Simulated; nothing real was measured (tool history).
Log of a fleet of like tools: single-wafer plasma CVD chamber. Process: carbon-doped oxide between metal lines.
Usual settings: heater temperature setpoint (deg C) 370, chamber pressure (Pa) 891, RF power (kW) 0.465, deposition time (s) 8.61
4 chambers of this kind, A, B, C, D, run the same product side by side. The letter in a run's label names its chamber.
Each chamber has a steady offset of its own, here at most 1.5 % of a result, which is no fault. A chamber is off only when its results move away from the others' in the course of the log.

| run | hour | heater temperature setpoint (deg C) | chamber pressure (Pa) | RF power (kW) | deposition time (s) | read-back reference wafer on the same gauge, thickness_nm | mean film thickness on the monitor wafer (angstrom) |
|---|---|---|---|---|---|---|---|
|  | 4.6 | chamber D: thermocouple changed; heater temperature recalibrated |
| 1A | 9.1 | 370 | 891 | 0.465 | 8.61 | 36.286 | 416.84 |
| 2B | 16.4 | 370 | 891 | 0.465 | 8.61 | 36.247 | 414.02 |
| 3C | 24.7 | 370 | 891 | 0.465 | 8.61 | 36.275 | 426.83 |
| 4D | 34 | 370 | 891 | 0.465 | 8.61 | 36.341 | 425.34 |
| 5C | 40.6 | 370 | 891 | 0.465 | 8.61 | 36.316 | 424.79 |
| 6A | 48 | 370 | 891 | 0.465 | 8.61 | 36.282 | 416.99 |
| 7B | 57.5 | 370 | 891 | 0.465 | 8.61 | 36.316 | 418.72 |
| 8D | 61.8 | 370 | 891 | 0.465 | 8.61 | 36.286 | 424.98 |
| 9B | 67.9 | 370 | 891 | 0.465 | 8.61 | 36.325 | 419.28 |
| 10A | 74.4 | 370 | 891 | 0.465 | 8.61 | 36.271 | 417.54 |
| 11D | 82.4 | 370 | 891 | 0.465 | 8.61 | 36.326 | 419.62 |
| 12C | 87.7 | 370 | 891 | 0.465 | 8.61 | 36.303 | 429.7 |
|  | 94.4 | chamber B: thermocouple changed; heater temperature recalibrated |
| 13C | 96.9 | 370 | 891 | 0.465 | 8.61 | 36.284 | 426.79 |
| 14B | 105.1 | 382 | 891 | 0.465 | 8.61 | 36.303 | 408.74 |
| 15D | 114.6 | 382 | 891 | 0.465 | 8.61 | 36.319 | 415.24 |
| 16A | 119.1 | 382 | 891 | 0.465 | 8.61 | 36.333 | 408.23 |
| 17C | 125.9 | 382 | 891 | 0.465 | 8.61 | 36.313 | 420.24 |
| 18A | 134.3 | 370 | 891 | 0.465 | 8.61 | 36.305 | 415.28 |
| 19B | 142.8 | 370 | 891 | 0.465 | 8.61 | 36.274 | 414.8 |
| 20D | 151.2 | 370 | 891 | 0.465 | 8.61 | 36.311 | 423.95 |
| 21D | 156.6 | 370 | 891 | 0.465 | 8.61 | 36.315 | 423.02 |
| 22A | 164.9 | 370 | 891 | 0.465 | 8.61 | 36.291 | 417.36 |
| 23C | 170.6 | 370 | 891 | 0.465 | 8.61 | 36.292 | 426.45 |
| 24B | 177.6 | 370 | 891 | 0.465 | 8.61 | 36.306 | 411.7 |
| 25C | 185.8 | 370 | 891 | 0.465 | 8.61 | 36.309 | 428.11 |
| 26B | 192.7 | 370 | 891 | 0.465 | 8.61 | 36.26 | 408.17 |
| 27A | 198.1 | 370 | 891 | 0.465 | 8.61 | 36.28 | 417.52 |
| 28D | 205.5 | 370 | 891 | 0.465 | 8.61 | 36.317 | 421.16 |
| 29B | 214.5 | 370 | 891 | 0.465 | 8.61 | 36.299 | 407.46 |

Is one chamber off against the others, does the gauge drift, or is nothing wrong? If a chamber is off, say which, and what the likeliest cause is.

Chamber B drifts away from the others.
Cause: delivered RF power below the setpoint (%) = 5.37.

Here are 4 candidates for chamber B's next run, each the usual settings with a change, their results left as question marks. Which one brings its results back in line with what the others give on the usual settings?
In line means no further than this from the other chambers' mean on the usual settings: mean film thickness on the monitor wafer (angstrom) 7.5
| 30B-1 | 221.6 | 370 | 893 | 0.475 | 8.86 |  | ? |
| 30B-2 | 221.6 | 369 | 896 | 0.485 | 9.12 |  | ? |
| 30B-3 | 221.6 | 370 | 888 | 0.455 | 8.36 |  | ? |
| 30B-4 | 221.6 | 371 | 891 | 0.445 | 8.1 |  | ? |

The other chambers' mean on the usual settings: mean film thickness on the monitor wafer (angstrom) 422.11
| run | mean film thickness on the monitor wafer (angstrom) |
|---|---|
| 30B-1 | 420.32 |
| 30B-2 | 439.78 |
| 30B-3 | 384.55 |
| 30B-4 | 366.04 |
30B-1 brings the chamber back in line.

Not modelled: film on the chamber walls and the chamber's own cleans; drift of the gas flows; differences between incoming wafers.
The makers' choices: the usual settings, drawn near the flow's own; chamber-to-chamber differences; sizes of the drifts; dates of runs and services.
